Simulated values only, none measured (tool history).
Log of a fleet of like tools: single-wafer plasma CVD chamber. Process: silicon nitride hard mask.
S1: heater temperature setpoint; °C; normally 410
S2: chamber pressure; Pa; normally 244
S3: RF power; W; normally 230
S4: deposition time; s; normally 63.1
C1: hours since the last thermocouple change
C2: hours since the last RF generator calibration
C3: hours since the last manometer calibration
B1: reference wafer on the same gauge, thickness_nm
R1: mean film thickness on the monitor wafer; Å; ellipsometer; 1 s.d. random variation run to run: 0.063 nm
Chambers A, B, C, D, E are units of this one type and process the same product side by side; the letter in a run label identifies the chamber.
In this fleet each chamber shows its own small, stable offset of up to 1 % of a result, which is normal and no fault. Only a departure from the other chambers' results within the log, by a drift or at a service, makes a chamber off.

{"run": "1D", "hour": 7.4, "S1": 410, "S2": 244, "S3": 230, "S4": 63.1, "C1": 182.3, "C2": 671.1, "C3": 320.9, "B1": 56.112, "R1": 625.45}
{"run": "2C", "hour": 19.1, "S1": 410, "S2": 244, "S3": 230, "S4": 63.1, "C1": 2369.5, "C2": 861.6, "C3": 586.2, "B1": 56.108, "R1": 624.45}
{"hour": 25.4, "done": "chamber E: thermocouple changed; heater temperature recalibrated"}
{"run": "3B", "hour": 26.8, "S1": 410, "S2": 244, "S3": 230, "S4": 63.1, "C1": 654.4, "C2": 1207.3, "C3": 1020.7, "B1": 56.106, "R1": 626.1}
{"run": "4A", "hour": 41.2, "S1": 410, "S2": 244, "S3": 230, "S4": 63.1, "C1": 98.4, "C2": 692.5, "C3": 1323.1, "B1": 56.086, "R1": 626.11}
{"run": "5E", "hour": 53.3, "S1": 410, "S2": 244, "S3": 230, "S4": 63.1, "C1": 28.0, "C2": 1415.7, "C3": 1619.8, "B1": 56.073, "R1": 621.64}
{"run": "6B", "hour": 66.2, "S1": 410, "S2": 244, "S3": 230, "S4": 63.1, "C1": 693.8, "C2": 1246.7, "C3": 1060.1, "B1": 56.071, "R1": 625.6}
{"run": "7C", "hour": 78.2, "S1": 410, "S2": 244, "S3": 230, "S4": 63.1, "C1": 2428.6, "C2": 920.7, "C3": 645.3, "B1": 56.072, "R1": 624.92}
{"run": "8E", "hour": 92.6, "S1": 410, "S2": 244, "S3": 230, "S4": 52.0, "C1": 67.3, "C2": 1455.0, "C3": 1659.1, "B1": 56.061, "R1": 510.95}
{"run": "9A", "hour": 107.8, "S1": 410, "S2": 244, "S3": 230, "S4": 52.0, "C1": 165.0, "C2": 759.1, "C3": 1389.7, "B1": 56.052, "R1": 514.0}
{"run": "10D", "hour": 121.8, "S1": 410, "S2": 244, "S3": 230, "S4": 52.0, "C1": 296.7, "C2": 785.5, "C3": 435.3, "B1": 56.058, "R1": 514.31}
{"run": "11D", "hour": 137.3, "S1": 410, "S2": 244, "S3": 230, "S4": 52.0, "C1": 312.2, "C2": 801.0, "C3": 450.8, "B1": 56.02, "R1": 514.98}
{"run": "12A", "hour": 147.3, "S1": 410, "S2": 244, "S3": 230, "S4": 52.0, "C1": 204.5, "C2": 798.6, "C3": 1429.2, "B1": 56.018, "R1": 514.39}
{"run": "13B", "hour": 160.0, "S1": 410, "S2": 244, "S3": 230, "S4": 63.1, "C1": 787.6, "C2": 1340.5, "C3": 1153.9, "B1": 56.033, "R1": 626.05}
{"run": "14E", "hour": 169.1, "S1": 410, "S2": 244, "S3": 230, "S4": 63.1, "C1": 143.8, "C2": 1531.5, "C3": 1735.6, "B1": 56.025, "R1": 620.24}
{"run": "15C", "hour": 180.4, "S1": 410, "S2": 244, "S3": 230, "S4": 63.1, "C1": 2530.8, "C2": 1022.9, "C3": 747.5, "B1": 56.011, "R1": 623.84}
{"run": "16E", "hour": 195.8, "S1": 418, "S2": 244, "S3": 185, "S4": 63.1, "C1": 170.5, "C2": 1558.2, "C3": 1762.3, "B1": 56.004, "R1": 526.95}
{"run": "17C", "hour": 212.0, "S1": 418, "S2": 244, "S3": 185, "S4": 63.1, "C1": 2562.4, "C2": 1054.5, "C3": 779.1, "B1": 56.01, "R1": 527.12}
{"run": "18D", "hour": 225.4, "S1": 418, "S2": 244, "S3": 185, "S4": 63.1, "C1": 400.3, "C2": 889.1, "C3": 538.9, "B1": 56.015, "R1": 529.24}
{"run": "19A", "hour": 234.7, "S1": 418, "S2": 244, "S3": 185, "S4": 63.1, "C1": 291.9, "C2": 886.0, "C3": 1516.6, "B1": 55.985, "R1": 529.1}
{"run": "20B", "hour": 249.6, "S1": 418, "S2": 244, "S3": 185, "S4": 63.1, "C1": 877.2, "C2": 1430.1, "C3": 1243.5, "B1": 55.989, "R1": 531.07}
{"run": "21E", "hour": 261.0, "S1": 410, "S2": 244, "S3": 230, "S4": 63.1, "C1": 235.7, "C2": 1623.4, "C3": 1827.5, "B1": 55.983, "R1": 619.57}
{"run": "22B", "hour": 276.6, "S1": 410, "S2": 244, "S3": 230, "S4": 63.1, "C1": 904.2, "C2": 1457.1, "C3": 1270.5, "B1": 55.98, "R1": 624.65}
{"run": "23C", "hour": 286.9, "S1": 410, "S2": 244, "S3": 230, "S4": 63.1, "C1": 2637.3, "C2": 1129.4, "C3": 854.0, "B1": 55.973, "R1": 623.75}
{"run": "24D", "hour": 300.3, "S1": 410, "S2": 244, "S3": 230, "S4": 63.1, "C1": 475.2, "C2": 964.0, "C3": 613.8, "B1": 55.967, "R1": 622.08}
{"hour": 302.3, "done": "chamber B: capacitance manometer re-zeroed and calibrated"}
{"run": "25A", "hour": 316.8, "S1": 410, "S2": 244, "S3": 190, "S4": 63.1, "C1": 374.0, "C2": 968.1, "C3": 1598.7, "B1": 55.96, "R1": 541.47}
{"run": "26B", "hour": 323.9, "S1": 410, "S2": 244, "S3": 190, "S4": 63.1, "C1": 951.5, "C2": 1504.4, "C3": 21.7, "B1": 55.948, "R1": 543.22}
{"run": "27C", "hour": 335.9, "S1": 410, "S2": 244, "S3": 190, "S4": 63.1, "C1": 2686.3, "C2": 1178.4, "C3": 903.0, "B1": 55.959, "R1": 539.93}
{"run": "28A", "hour": 346.1, "S1": 410, "S2": 244, "S3": 190, "S4": 63.1, "C1": 403.3, "C2": 997.4, "C3": 1628.0, "B1": 55.935, "R1": 540.78}
{"run": "29E", "hour": 357.8, "S1": 410, "S2": 244, "S3": 190, "S4": 63.1, "C1": 332.5, "C2": 1720.2, "C3": 1924.3, "B1": 55.943, "R1": 538.14}
{"run": "30D", "hour": 372.0, "S1": 410, "S2": 244, "S3": 230, "S4": 63.1, "C1": 546.9, "C2": 1035.7, "C3": 685.5, "B1": 55.934, "R1": 623.52}
{"run": "31D", "hour": 388.2, "S1": 398, "S2": 244, "S3": 230, "S4": 53.5, "C1": 563.1, "C2": 1051.9, "C3": 701.7, "B1": 55.921, "R1": 531.08}
{"run": "32C", "hour": 396.0, "S1": 398, "S2": 244, "S3": 230, "S4": 53.5, "C1": 2746.4, "C2": 1238.5, "C3": 963.1, "B1": 55.919, "R1": 531.14}
{"hour": 400.9, "done": "chamber C: capacitance manometer re-zeroed and calibrated"}
{"run": "33A", "hour": 405.3, "S1": 398, "S2": 244, "S3": 230, "S4": 53.5, "C1": 462.5, "C2": 1056.6, "C3": 1687.2, "B1": 55.917, "R1": 530.85}
{"run": "34E", "hour": 421.0, "S1": 398, "S2": 244, "S3": 230, "S4": 53.5, "C1": 395.7, "C2": 1783.4, "C3": 1987.5, "B1": 55.909, "R1": 528.9}
{"run": "35B", "hour": 434.0, "S1": 398, "S2": 244, "S3": 230, "S4": 53.5, "C1": 1061.6, "C2": 1614.5, "C3": 131.8, "B1": 55.922, "R1": 533.26}
{"run": "36E", "hour": 448.2, "S1": 410, "S2": 212, "S3": 230, "S4": 63.1, "C1": 422.9, "C2": 1810.6, "C3": 2014.7, "B1": 55.901, "R1": 594.21}
{"run": "37A", "hour": 463.5, "S1": 410, "S2": 212, "S3": 230, "S4": 63.1, "C1": 520.7, "C2": 1114.8, "C3": 1745.4, "B1": 55.884, "R1": 598.09}
{"run": "38D", "hour": 474.4, "S1": 410, "S2": 212, "S3": 230, "S4": 63.1, "C1": 649.3, "C2": 1138.1, "C3": 787.9, "B1": 55.888, "R1": 596.88}
{"run": "39C", "hour": 486.8, "S1": 410, "S2": 212, "S3": 230, "S4": 63.1, "C1": 2837.2, "C2": 1329.3, "C3": 86.0, "B1": 55.872, "R1": 597.96}
{"run": "40B", "hour": 495.4, "S1": 410, "S2": 212, "S3": 230, "S4": 63.1, "C1": 1123.0, "C2": 1675.9, "C3": 193.2, "B1": 55.877, "R1": 599.94}
{"run": "41A", "hour": 505.0, "S1": 410, "S2": 244, "S3": 230, "S4": 63.1, "C1": 562.2, "C2": 1156.3, "C3": 1786.9, "B1": 55.881, "R1": 622.17}

What goes on in this fleet: one chamber off, a drifting gauge, or nothing beyond the chambers' own small offsets? Name the chamber and the cause, if any.

It is the gauge, not a chamber: its drift shows up in every chamber's results at once, and no chamber is off.
Most likely cause: gauge reads low (%) = 0.414.

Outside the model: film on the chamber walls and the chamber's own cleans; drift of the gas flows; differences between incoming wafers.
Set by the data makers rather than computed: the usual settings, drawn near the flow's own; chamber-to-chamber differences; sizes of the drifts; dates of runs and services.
